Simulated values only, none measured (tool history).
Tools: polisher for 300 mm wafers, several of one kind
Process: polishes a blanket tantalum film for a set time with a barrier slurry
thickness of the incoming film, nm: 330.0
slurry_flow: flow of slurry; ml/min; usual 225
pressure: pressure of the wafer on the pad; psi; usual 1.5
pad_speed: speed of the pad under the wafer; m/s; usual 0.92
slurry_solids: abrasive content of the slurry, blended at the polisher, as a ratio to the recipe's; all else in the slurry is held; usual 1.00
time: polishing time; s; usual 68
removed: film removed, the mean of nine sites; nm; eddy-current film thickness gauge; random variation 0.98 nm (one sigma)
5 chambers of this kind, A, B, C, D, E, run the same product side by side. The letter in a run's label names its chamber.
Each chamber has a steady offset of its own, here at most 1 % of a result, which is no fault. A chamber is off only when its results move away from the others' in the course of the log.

| run | hour | slurry_flow | pressure | pad_speed | slurry_solids | time | removed |
|---|---|---|---|---|---|---|---|
|  | 2.6 | chamber A: worn pad replaced by a new one |
|  | 9.0 | chamber E: worn pad replaced by a new one |
| 1A | 12.6 | 225 | 1.5 | 0.92 | 1.00 | 68 | 70.888 |
|  | 12.7 | chamber D: worn pad replaced by a new one |
| 2B | 20.6 | 225 | 1.5 | 0.92 | 1.00 | 68 | 71.472 |
| 3C | 30.4 | 225 | 1.5 | 0.92 | 1.00 | 68 | 71.737 |
|  | 39.3 | chamber A: slurry blender recalibrated |
| 4E | 39.3 | 225 | 1.5 | 0.92 | 1.00 | 68 | 70.933 |
| 5D | 46.5 | 225 | 1.5 | 0.92 | 1.00 | 68 | 70.077 |
| 6E | 53.5 | 225 | 1.5 | 0.92 | 1.00 | 68 | 71.079 |
| 7B | 63.8 | 225 | 1.5 | 0.92 | 1.00 | 68 | 68.255 |
|  | 66.3 | chamber B: worn pad replaced by a new one |
| 8A | 73.5 | 225 | 1.5 | 0.92 | 1.00 | 68 | 70.194 |
|  | 73.9 | chamber D: worn pad replaced by a new one |
|  | 75.9 | chamber B: head pressure recalibrated |
| 9D | 86.1 | 225 | 1.5 | 0.92 | 1.00 | 68 | 72.372 |
|  | 89.0 | chamber C: slurry nozzle cleaned |
|  | 91.7 | chamber A: worn pad replaced by a new one |
| 10C | 93.2 | 225 | 1.5 | 0.92 | 1.00 | 68 | 70.082 |
| 11B | 100.4 | 225 | 1.5 | 0.80 | 1.00 | 68 | 61.924 |
|  | 110.1 | chamber E: worn pad replaced by a new one |
| 12D | 113.7 | 225 | 1.5 | 0.80 | 1.00 | 68 | 61.341 |
|  | 121.8 | chamber E: slurry nozzle cleaned |
| 13A | 122.1 | 225 | 1.5 | 0.80 | 1.00 | 68 | 61.180 |
|  | 133.3 | chamber D: worn pad replaced by a new one |
| 14E | 134.6 | 225 | 1.5 | 0.80 | 1.00 | 68 | 61.455 |
| 15C | 141.1 | 225 | 1.5 | 0.80 | 1.00 | 68 | 60.379 |
| 16D | 151.2 | 225 | 1.5 | 0.92 | 1.00 | 68 | 73.285 |
|  | 154.5 | chamber A: slurry nozzle cleaned |
| 17A | 163.6 | 225 | 1.5 | 0.92 | 1.00 | 68 | 72.003 |
| 18C | 170.1 | 225 | 1.5 | 0.92 | 1.00 | 68 | 67.278 |
|  | 174.6 | chamber C: slurry blender recalibrated |
| 19B | 176.4 | 225 | 1.5 | 1.20 | 1.25 | 68 | 96.646 |
|  | 180.8 | chamber B: worn pad replaced by a new one |
| 20E | 186.1 | 225 | 1.5 | 1.20 | 1.25 | 68 | 97.108 |
|  | 187.6 | chamber A: worn pad replaced by a new one |
| 21B | 192.1 | 225 | 1.5 | 1.20 | 1.25 | 68 | 95.236 |
| 22E | 200.8 | 225 | 1.5 | 1.20 | 1.25 | 68 | 98.265 |
|  | 202.5 | chamber E: worn pad replaced by a new one |
|  | 203.9 | chamber D: slurry nozzle cleaned |
|  | 207.7 | chamber D: worn pad replaced by a new one |
| 23A | 212.9 | 225 | 1.5 | 1.20 | 1.25 | 68 | 99.025 |
| 24D | 221.0 | 225 | 1.5 | 0.92 | 1.00 | 68 | 69.879 |
| 25C | 228.3 | 225 | 1.5 | 0.92 | 1.00 | 68 | 67.661 |
| 26D | 238.9 | 225 | 1.5 | 0.92 | 1.00 | 68 | 70.959 |
| 27A | 251.4 | 225 | 1.5 | 0.92 | 1.00 | 68 | 69.809 |
| 28B | 260.7 | 225 | 1.5 | 0.92 | 1.00 | 68 | 68.852 |
|  | 268.2 | chamber D: slurry blender recalibrated |
| 29E | 274.5 | 225 | 1.5 | 0.92 | 1.00 | 68 | 70.780 |
|  | 284.3 | chamber D: worn pad replaced by a new one |
| 30C | 285.3 | 225 | 1.5 | 0.92 | 1.00 | 68 | 64.932 |
| 31C | 292.9 | 225 | 1.5 | 0.92 | 1.00 | 68 | 66.534 |
| 32D | 304.0 | 225 | 1.5 | 0.92 | 1.00 | 68 | 71.320 |

Is one chamber off against the others, does the gauge drift, or is nothing wrong? If a chamber is off, say which, and what the likeliest cause is.

Chamber C drifts away from the others.
Cause: removal rate lost through wear of the pad, % = 7.39.
The log may not tell that from: head's pressure below its setpoint, %.

Here are 4 candidates for chamber C's next run, each the usual settings with a change, their results left as question marks. Which one brings its results back in line with what the others give on the usual settings?
In line means no further than this from the other chambers' mean on the usual settings: removed 3.400 nm
| 33C-1 | 314.1 | 225 | 1.6 | 1.00 | 1.00 | 68 | ? |
| 33C-2 | 314.1 | 225 | 1.5 | 0.92 | 1.00 | 73 | ? |
| 33C-3 | 314.1 | 225 | 1.4 | 0.88 | 1.00 | 65 | ? |
| 33C-4 | 314.1 | 225 | 1.4 | 0.92 | 1.00 | 68 | ? |

The other chambers' mean on the usual settings: removed 70.646 nm
| run | removed |
|---|---|
| 33C-1 | 75.063 |
| 33C-2 | 69.650 |
| 33C-3 | 55.463 |
| 33C-4 | 60.619 |
33C-2 brings the chamber back in line.
